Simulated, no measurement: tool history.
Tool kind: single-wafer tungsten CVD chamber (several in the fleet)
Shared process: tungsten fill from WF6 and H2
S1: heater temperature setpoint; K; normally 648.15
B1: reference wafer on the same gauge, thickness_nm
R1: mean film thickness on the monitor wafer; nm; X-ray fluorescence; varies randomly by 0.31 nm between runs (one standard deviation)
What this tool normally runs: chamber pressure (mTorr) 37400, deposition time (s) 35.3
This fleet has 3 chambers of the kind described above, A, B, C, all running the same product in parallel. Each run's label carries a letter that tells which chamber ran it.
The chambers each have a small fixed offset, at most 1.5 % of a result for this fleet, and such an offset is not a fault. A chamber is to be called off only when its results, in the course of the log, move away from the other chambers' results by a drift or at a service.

{"run": "1A", "hour": 12.2, "S1": 648.15, "chamber pressure (mTorr)": 37400, "deposition time (s)": 35.3, "B1": 72.995, "R1": 69.747}
{"run": "2B", "hour": 19.8, "S1": 648.15, "chamber pressure (mTorr)": 37400, "deposition time (s)": 35.3, "B1": 73.036, "R1": 69.034}
{"run": "3C", "hour": 31.4, "S1": 648.15, "chamber pressure (mTorr)": 37400, "deposition time (s)": 35.3, "B1": 72.995, "R1": 68.699}
{"run": "4A", "hour": 39.6, "S1": 648.15, "chamber pressure (mTorr)": 37400, "deposition time (s)": 35.3, "B1": 72.982, "R1": 69.298}
{"run": "5C", "hour": 52.6, "S1": 648.15, "chamber pressure (mTorr)": 37400, "deposition time (s)": 35.3, "B1": 72.897, "R1": 68.489}
{"run": "6B", "hour": 60.9, "S1": 648.15, "chamber pressure (mTorr)": 37400, "deposition time (s)": 35.3, "B1": 73.011, "R1": 69.363}
{"run": "7C", "hour": 74.9, "S1": 648.15, "chamber pressure (mTorr)": 37400, "deposition time (s)": 35.3, "B1": 73.001, "R1": 68.688}
{"run": "8B", "hour": 90.3, "S1": 648.15, "chamber pressure (mTorr)": 37400, "deposition time (s)": 35.3, "B1": 73.088, "R1": 68.768}
{"run": "9A", "hour": 100.2, "S1": 648.15, "chamber pressure (mTorr)": 37400, "deposition time (s)": 35.3, "B1": 73.052, "R1": 69.173}
{"run": "10B", "hour": 109.9, "S1": 648.15, "chamber pressure (mTorr)": 37400, "deposition time (s)": 35.3, "B1": 72.977, "R1": 69.083}
{"run": "11A", "hour": 118.2, "S1": 648.15, "chamber pressure (mTorr)": 37400, "deposition time (s)": 35.3, "B1": 73.065, "R1": 69.996}
{"run": "12C", "hour": 131.2, "S1": 648.15, "chamber pressure (mTorr)": 37400, "deposition time (s)": 35.3, "B1": 73.043, "R1": 68.547}
{"run": "13B", "hour": 139.0, "S1": 648.15, "chamber pressure (mTorr)": 37400, "deposition time (s)": 35.3, "B1": 72.905, "R1": 68.543}
{"run": "14A", "hour": 148.8, "S1": 659.15, "chamber pressure (mTorr)": 37400, "deposition time (s)": 38.7, "B1": 73.016, "R1": 96.552}
{"run": "15C", "hour": 160.0, "S1": 659.15, "chamber pressure (mTorr)": 37400, "deposition time (s)": 38.7, "B1": 73.064, "R1": 94.042}
{"run": "16C", "hour": 175.5, "S1": 659.15, "chamber pressure (mTorr)": 37400, "deposition time (s)": 38.7, "B1": 73.048, "R1": 93.537}
{"run": "17B", "hour": 184.4, "S1": 648.15, "chamber pressure (mTorr)": 37400, "deposition time (s)": 35.3, "B1": 72.972, "R1": 68.673}
{"run": "18A", "hour": 198.8, "S1": 648.15, "chamber pressure (mTorr)": 37400, "deposition time (s)": 35.3, "B1": 72.983, "R1": 70.46}
{"run": "19C", "hour": 213.7, "S1": 648.15, "chamber pressure (mTorr)": 37400, "deposition time (s)": 35.3, "B1": 72.991, "R1": 68.312}
{"run": "20B", "hour": 225.4, "S1": 648.15, "chamber pressure (mTorr)": 37400, "deposition time (s)": 35.3, "B1": 73.009, "R1": 68.748}
{"run": "21A", "hour": 235.2, "S1": 648.15, "chamber pressure (mTorr)": 37400, "deposition time (s)": 35.3, "B1": 73.021, "R1": 71.237}
{"run": "22A", "hour": 242.8, "S1": 648.15, "chamber pressure (mTorr)": 37400, "deposition time (s)": 35.3, "B1": 72.981, "R1": 71.227}
{"run": "23B", "hour": 250.8, "S1": 648.15, "chamber pressure (mTorr)": 37400, "deposition time (s)": 35.3, "B1": 73.006, "R1": 69.295}
{"run": "24C", "hour": 261.2, "S1": 648.15, "chamber pressure (mTorr)": 37400, "deposition time (s)": 35.3, "B1": 73.08, "R1": 68.575}
{"run": "25A", "hour": 268.0, "S1": 659.15, "chamber pressure (mTorr)": 34300, "deposition time (s)": 35.3, "B1": 72.924, "R1": 85.788}
{"run": "26C", "hour": 277.2, "S1": 659.15, "chamber pressure (mTorr)": 34300, "deposition time (s)": 35.3, "B1": 73.049, "R1": 82.111}
{"run": "27B", "hour": 288.8, "S1": 659.15, "chamber pressure (mTorr)": 34300, "deposition time (s)": 35.3, "B1": 72.9, "R1": 82.509}
{"run": "28A", "hour": 298.8, "S1": 648.15, "chamber pressure (mTorr)": 37400, "deposition time (s)": 35.3, "B1": 73.003, "R1": 72.139}
{"run": "29B", "hour": 308.1, "S1": 648.15, "chamber pressure (mTorr)": 37400, "deposition time (s)": 35.3, "B1": 72.952, "R1": 68.763}
{"run": "30C", "hour": 319.4, "S1": 648.15, "chamber pressure (mTorr)": 37400, "deposition time (s)": 35.3, "B1": 73, "R1": 68.492}
{"run": "31A", "hour": 334.8, "S1": 648.15, "chamber pressure (mTorr)": 37400, "deposition time (s)": 35.3, "B1": 73.001, "R1": 71.595}
{"run": "32C", "hour": 345.7, "S1": 648.15, "chamber pressure (mTorr)": 37400, "deposition time (s)": 35.3, "B1": 73.017, "R1": 69.477}
{"run": "33B", "hour": 357.9, "S1": 648.15, "chamber pressure (mTorr)": 37400, "deposition time (s)": 33.1, "B1": 73.043, "R1": 65.039}
{"run": "34B", "hour": 372.8, "S1": 648.15, "chamber pressure (mTorr)": 37400, "deposition time (s)": 33.1, "B1": 72.96, "R1": 64.69}
{"run": "35A", "hour": 385.2, "S1": 648.15, "chamber pressure (mTorr)": 37400, "deposition time (s)": 33.1, "B1": 73.111, "R1": 68.176}
{"run": "36C", "hour": 399.6, "S1": 648.15, "chamber pressure (mTorr)": 37400, "deposition time (s)": 35.3, "B1": 72.946, "R1": 68.57}
{"run": "37C", "hour": 413.2, "S1": 648.15, "chamber pressure (mTorr)": 37400, "deposition time (s)": 35.3, "B1": 73.022, "R1": 68.22}
{"run": "38A", "hour": 426.3, "S1": 648.15, "chamber pressure (mTorr)": 37400, "deposition time (s)": 35.3, "B1": 72.917, "R1": 72.774}
{"run": "39B", "hour": 435.7, "S1": 648.15, "chamber pressure (mTorr)": 37400, "deposition time (s)": 35.3, "B1": 73.038, "R1": 69.369}
{"run": "40B", "hour": 449.5, "S1": 637.15, "chamber pressure (mTorr)": 29200, "deposition time (s)": 35.3, "B1": 72.922, "R1": 49.157}

The same settings go to every chamber for the next run, one line per chamber below. Forecast the results for each:
{"run": "41A", "hour": 460.5, "S1": 648.15, "chamber pressure (mTorr)": 37400, "deposition time (s)": 35.3, "R1": "?"}
{"run": "41B", "hour": 460.5, "S1": 648.15, "chamber pressure (mTorr)": 37400, "deposition time (s)": 35.3, "R1": "?"}
{"run": "41C", "hour": 460.5, "S1": 648.15, "chamber pressure (mTorr)": 37400, "deposition time (s)": 35.3, "R1": "?"}

run=41A R1=73.622
run=41B R1=69.196
run=41C R1=68.775

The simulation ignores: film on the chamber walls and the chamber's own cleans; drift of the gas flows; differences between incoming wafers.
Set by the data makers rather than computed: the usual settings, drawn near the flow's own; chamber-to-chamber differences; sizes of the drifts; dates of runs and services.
